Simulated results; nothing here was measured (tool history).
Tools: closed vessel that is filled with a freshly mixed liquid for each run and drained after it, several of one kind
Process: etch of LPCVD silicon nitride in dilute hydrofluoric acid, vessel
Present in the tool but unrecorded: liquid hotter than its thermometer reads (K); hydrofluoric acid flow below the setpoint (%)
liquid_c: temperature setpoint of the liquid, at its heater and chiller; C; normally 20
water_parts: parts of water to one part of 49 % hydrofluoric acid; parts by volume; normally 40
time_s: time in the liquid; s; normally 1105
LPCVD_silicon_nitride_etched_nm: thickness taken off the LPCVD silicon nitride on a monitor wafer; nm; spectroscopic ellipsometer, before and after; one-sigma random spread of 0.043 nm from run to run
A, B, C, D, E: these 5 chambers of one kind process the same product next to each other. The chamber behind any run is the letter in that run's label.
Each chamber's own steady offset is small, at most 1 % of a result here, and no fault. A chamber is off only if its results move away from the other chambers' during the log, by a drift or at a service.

run,hour,liquid_c,water_parts,time_s,hours since the thermometer was replaced,hours since the hydrofluoric acid flow meter was replaced,"read-back film thickness of the LPCVD silicon nitride reference wafer, read on the same gauge (nm)",LPCVD_silicon_nitride_etched_nm
1B,8.1,20,40,1105,906.5,147.9,70.030,12.1450
2C,15.7,20,40,1105,1294.0,617.9,70.038,12.2210
3A,21.0,20,40,1105,1631.2,2208.2,70.027,12.1770
4D,30.5,20,40,1105,1859.1,812.8,69.999,12.1480
5E,39.5,20,40,1105,208.1,78.2,69.979,12.3130
6B,48.6,20,40,1105,947.0,188.4,70.021,12.1520
7C,57.8,20,40,1105,1336.1,660.0,69.956,12.1590
8A,63.5,20,25,1420,1673.7,2250.7,69.993,24.6370
9E,74.3,20,25,1420,242.9,113.0,69.966,24.6230
10D,79.9,20,25,1420,1908.5,862.2,69.969,24.3070
11D,86.0,20,25,1420,1914.6,868.3,70.052,24.3120
12B,95.5,20,25,1420,993.9,235.3,70.025,24.5850
13E,102.7,20,40,1105,271.3,141.4,69.977,12.2900
14C,111.4,20,40,1105,1389.7,713.6,69.983,12.1260
15A,118.6,20,40,1105,1728.8,2305.8,69.981,12.2080
16E,123.9,20,40,1105,292.5,162.6,69.992,12.2340
17D,130.8,20,40,1105,1959.4,913.1,69.990,12.1660
18C,139.6,20,40,1105,1417.9,741.8,70.008,12.2800
19B,144.5,20,40,1105,1042.9,284.3,70.048,12.3880
20A,152.3,20,40,1105,1762.5,2339.5,70.006,12.1070
21B,160.1,20,40,1105,1058.5,299.9,70.009,12.3920
22C,165.5,20,40,1105,1443.8,767.7,69.987,12.2060
23D,175.6,20,40,1105,2004.2,957.9,70.008,12.1670
24E,181.4,20,40,1105,350.0,220.1,70.038,12.3010
# hour 182.3: chamber A: thermometer replaced
# hour 185.4: chamber D: hydrofluoric acid flow meter replaced
25A,189.7,20,40,1105,7.4,2376.9,69.992,12.2320
26A,197.0,20,40,1105,14.7,2384.2,69.986,12.1990
27C,203.0,20,50,625,1481.3,805.2,70.018,5.5823
28D,208.4,20,50,625,2037.0,23.0,70.002,5.5656
29B,218.5,20,50,625,1116.9,358.3,70.019,5.7958
30E,226.9,20,50,625,395.5,265.6,69.989,5.6020
31E,233.7,20,50,625,402.3,272.4,70.029,5.5828
32A,239.1,20,40,1105,56.8,2426.3,70.015,12.1520

One chamber off, gauge drift, or nothing amiss beyond the chambers' own small offsets? If it is a chamber, which one, and what is the likeliest cause?

One chamber, B, drifts off from the rest bit by bit.
What lies behind it: liquid hotter than its thermometer reads (K) = 0.76.
It could be hard to tell apart here from: hydrofluoric acid flow above the setpoint (%).

Which of the 4 candidates below, each the usual settings with something changed and its results left as question marks, puts chamber B back in line with what the other chambers give on the usual settings?
Allowed miss from the other chambers' usual-settings mean, per result, to count as in line: LPCVD_silicon_nitride_etched_nm 0.1500 nm
33B-1,247.0,20,40,1155,,,,?
33B-2,247.0,20,40,1020,,,,?
33B-3,247.0,20,40,1055,,,,?
33B-4,247.0,20,40,1190,,,,?

Average result of the remaining chambers running the usual settings: LPCVD_silicon_nitride_etched_nm 12.2030 nm
run,LPCVD_silicon_nitride_etched_nm
33B-1,13.4090
33B-2,11.8420
33B-3,12.2480
33B-4,13.8150
The answer is 33B-3, which returns the chamber to within the allowed miss of the others.
